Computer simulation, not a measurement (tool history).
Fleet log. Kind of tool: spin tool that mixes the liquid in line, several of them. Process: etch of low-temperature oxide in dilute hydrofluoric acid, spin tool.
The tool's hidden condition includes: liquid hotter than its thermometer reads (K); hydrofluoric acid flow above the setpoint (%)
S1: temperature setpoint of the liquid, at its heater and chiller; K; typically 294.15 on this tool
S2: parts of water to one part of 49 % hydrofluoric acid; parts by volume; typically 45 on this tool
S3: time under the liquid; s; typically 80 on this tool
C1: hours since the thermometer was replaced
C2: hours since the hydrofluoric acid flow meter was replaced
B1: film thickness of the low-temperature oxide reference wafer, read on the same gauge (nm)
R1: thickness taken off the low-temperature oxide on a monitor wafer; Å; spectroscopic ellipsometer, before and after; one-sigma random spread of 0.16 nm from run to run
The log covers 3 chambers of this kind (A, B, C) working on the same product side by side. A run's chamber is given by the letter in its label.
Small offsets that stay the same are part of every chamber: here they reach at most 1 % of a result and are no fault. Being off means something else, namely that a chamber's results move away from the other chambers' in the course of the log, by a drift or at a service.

run   hour      S1  S2  S3      C1      C2      B1       R1
 1B    8.6  294.15  45  80  1945.5  1033.4  90.026  183.910
 2C   14.7  294.15  45  80  2365.8  1224.8  89.999  179.100
 3A   20.5  294.15  45  80  1990.8   773.4  89.995  180.370
 4C   27.7  294.15  45  80  2378.8  1237.8  90.035  179.540
 5A   35.3  294.15  45  80  2005.6   788.2  90.044  180.590
 6B   41.0  294.15  45  80  1977.9  1065.8  90.031  181.550
 7C   49.1  294.15  45  80  2400.2  1259.2  89.965  179.280
 8A   53.1  294.15  45  80  2023.4   806.0  90.040  176.650
 9B   56.9  294.15  45  80  1993.8  1081.7  90.016  182.660
      60.8  -- chamber A: hydrofluoric acid flow meter replaced
10B   64.4  294.15  45  80  2001.3  1089.2  89.997  183.490
11C   72.3  294.15  45  80  2423.4  1282.4  90.025  180.510
12A   77.5  294.15  45  80  2047.8    16.7  90.046  181.920
13B   81.6  294.15  45  80  2018.5  1106.4  90.023  187.030
14A   86.3  294.15  45  80  2056.6    25.5  89.981  178.230
15C   94.6  294.15  45  80  2445.7  1304.7  89.974  181.110
16B  100.0  294.15  45  80  2036.9  1124.8  90.009  187.940
17A  107.9  294.15  45  80  2078.2    47.1  90.008  179.150
18C  112.1  294.15  45  80  2463.2  1322.2  90.011  177.590
19A  120.2  294.15  45  80  2090.5    59.4  90.007  181.100
20B  126.3  294.15  45  80  2063.2  1151.1  89.997  189.760
21C  135.0  294.15  45  80  2486.1  1345.1  89.959  180.860
22A  140.0  294.15  45  80  2110.3    79.2  89.983  179.280
23C  147.2  294.15  45  80  2498.3  1357.3  90.036  177.220
24B  151.1  294.15  45  80  2088.0  1175.9  90.011  191.820
25C  155.4  294.15  45  80  2506.5  1365.5  90.004  178.330
26A  159.5  294.15  45  80  2129.8    98.7  89.999  180.690
27B  167.4  294.15  45  80  2104.3  1192.2  89.986  195.370
28C  176.1  294.15  45  80  2527.2  1386.2  89.957  177.480
29B  182.2  294.15  45  80  2119.1  1207.0  89.991  196.200
30A  190.8  294.15  45  80  2161.1   130.0  89.994  177.590
31C  196.6  294.15  45  80  2547.7  1406.7  89.937  179.190
32B  201.5  294.15  45  80  2138.4  1226.3  90.001  197.810
     201.7  -- chamber C: thermometer replaced
33A  207.8  294.15  45  80  2178.1   147.0  89.955  179.710
34B  213.6  294.15  45  80  2150.5  1238.4  90.011  199.100
35A  218.7  294.15  45  80  2189.0   157.9  89.983  179.710
36C  223.9  294.15  45  80    22.3  1434.0  89.963  177.820
37B  232.8  294.15  45  80  2169.7  1257.6  90.008  201.120
38C  240.7  294.15  45  80    39.1  1450.8  90.009  177.630
39A  245.2  294.15  45  80  2215.5   184.4  89.966  178.070
40B  249.6  294.15  45  80  2186.5  1274.4  90.000  202.590
41C  258.3  294.15  45  80    56.7  1468.4  90.019  178.310
42A  266.1  290.15  45  45  2236.4   205.3  89.986   86.909

Does one chamber stand apart from the rest, does the shared gauge drift, or is all well apart from small per-chamber offsets? Give the chamber and the most likely cause, where there is one.

Little by little, chamber B moves away from the other chambers.
Most likely cause: hydrofluoric acid flow above the setpoint (%) = 11.9.
With only this log, it may be confused with: liquid hotter than its thermometer reads (K).

Below are 4 candidate recipes for chamber B's next run, each the usual settings with a change, their results shown as question marks. Which of them brings B's results back in line with what the other chambers give on the usual settings?
A result is in line if it is within this distance of the other chambers' mean on the usual settings: R1 5.700 Å
43B-1  272.4  294.15  50  70               ?
43B-2  272.4  294.15  40  90               ?
43B-3  272.4  291.15  45  80               ?
43B-4  272.4  297.15  45  80               ?

Average result of the remaining chambers running the usual settings: R1 179.170 Å
  run       R1
43B-1  159.670
43B-2  259.720
43B-3  179.320
43B-4  231.360
43B-3 is the one that brings the chamber's results back in line with the other chambers.
